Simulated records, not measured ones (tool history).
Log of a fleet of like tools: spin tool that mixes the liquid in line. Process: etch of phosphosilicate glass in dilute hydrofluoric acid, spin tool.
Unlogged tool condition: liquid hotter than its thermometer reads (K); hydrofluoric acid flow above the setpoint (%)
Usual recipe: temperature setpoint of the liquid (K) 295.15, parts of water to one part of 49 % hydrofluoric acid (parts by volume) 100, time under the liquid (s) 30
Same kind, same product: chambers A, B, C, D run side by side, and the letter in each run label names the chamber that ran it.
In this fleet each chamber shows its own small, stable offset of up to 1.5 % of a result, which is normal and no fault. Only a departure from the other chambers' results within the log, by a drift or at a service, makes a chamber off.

run,day,temperature setpoint of the liquid (K),parts of water to one part of 49 % hydrofluoric acid (parts by volume),time under the liquid (s),hours since the thermometer was replaced,hours since the hydrofluoric acid flow meter was replaced,"read-back film thickness of the phosphosilicate glass reference wafer, read on the same gauge (nm)",thickness taken off the phosphosilicate glass on a monitor wafer (nm)
1B,0.271,295.15,100,30,1700,143.9,30.018,30.553
2C,0.808,295.15,100,30,1061.8,132.7,29.942,31.045
3D,1.167,295.15,100,30,273.1,212.2,30.03,30.387
4A,1.467,295.15,100,30,684.7,91.8,30.032,30.356
# day 1.867: chamber A: thermometer replaced
5A,1.892,295.15,100,30,0.6,102,29.961,30.214
6B,2.2,295.15,115,20,1746.3,190.2,30.04,17.447
7D,2.442,295.15,115,20,303.7,242.8,30.001,17.366
8C,2.812,295.15,115,20,1109.9,180.8,30.016,17.645
9B,3.242,295.15,115,20,1771.3,215.2,30.019,17.438
10C,3.721,295.15,100,30,1131.7,202.6,30.045,30.927
11A,4.071,295.15,100,30,52.9,154.3,29.995,30.157
12D,4.575,295.15,100,30,354.9,294,29.955,30.511
13D,4.879,295.15,100,30,362.2,301.3,29.978,30.604
14B,5.3,295.15,100,30,1820.7,264.6,30.023,30.491
15C,5.562,295.15,100,30,1175.9,246.8,30.023,30.887
16A,5.892,295.15,100,30,96.6,198,29.998,30.217
17B,6.392,295.15,100,30,1846.9,290.8,29.957,30.621
18C,6.746,295.15,100,30,1204.3,275.2,29.971,30.794
19D,7.012,295.15,100,30,413.4,352.5,29.975,30.76
20A,7.358,295.15,100,30,131.8,233.2,29.971,30.206
21D,7.833,296.65,100,30,433.1,372.2,30.059,32.511
22A,8.204,296.65,100,30,152.1,253.5,29.97,32.326
23B,8.55,296.65,100,30,1898.7,342.6,29.972,32.329
24C,8.817,296.65,100,30,1254,324.9,29.989,32.663
25C,9.125,295.15,100,45,1261.4,332.3,30.024,46.285
26A,9.662,295.15,100,45,187.1,288.5,30.015,45.579
27B,9.912,295.15,100,45,1931.4,375.3,30.03,45.624

What goes on in this fleet: one chamber off, a drifting gauge, or nothing beyond the chambers' own small offsets? Name the chamber and the cause, if any.

One chamber, D, drifts off from the rest bit by bit.
Most likely cause: hydrofluoric acid flow above the setpoint (%) = 2.58.
The log might look much the same if the cause were instead: liquid hotter than its thermometer reads (K).

Below are 4 candidate recipes for chamber D's next run, each the usual settings with a change, their results shown as question marks. Which of them brings D's results back in line with what the other chambers give on the usual settings?
To be in line, a result may differ from the other chambers' mean on the usual settings by at most: thickness taken off the phosphosilicate glass on a monitor wafer (nm) 0.36
28D-1,10.3,296.15,100,30,,,,?
28D-2,10.3,295.65,100,30,,,,?
28D-3,10.3,294.65,100,30,,,,?
28D-4,10.3,294.15,100,30,,,,?

What the other chambers average on the usual settings: thickness taken off the phosphosilicate glass on a monitor wafer (nm) 30.564
run,thickness taken off the phosphosilicate glass on a monitor wafer (nm)
28D-1,32.465
28D-2,31.82
28D-3,30.56
28D-4,29.944
28D-3 puts the chamber back in line with the other chambers.
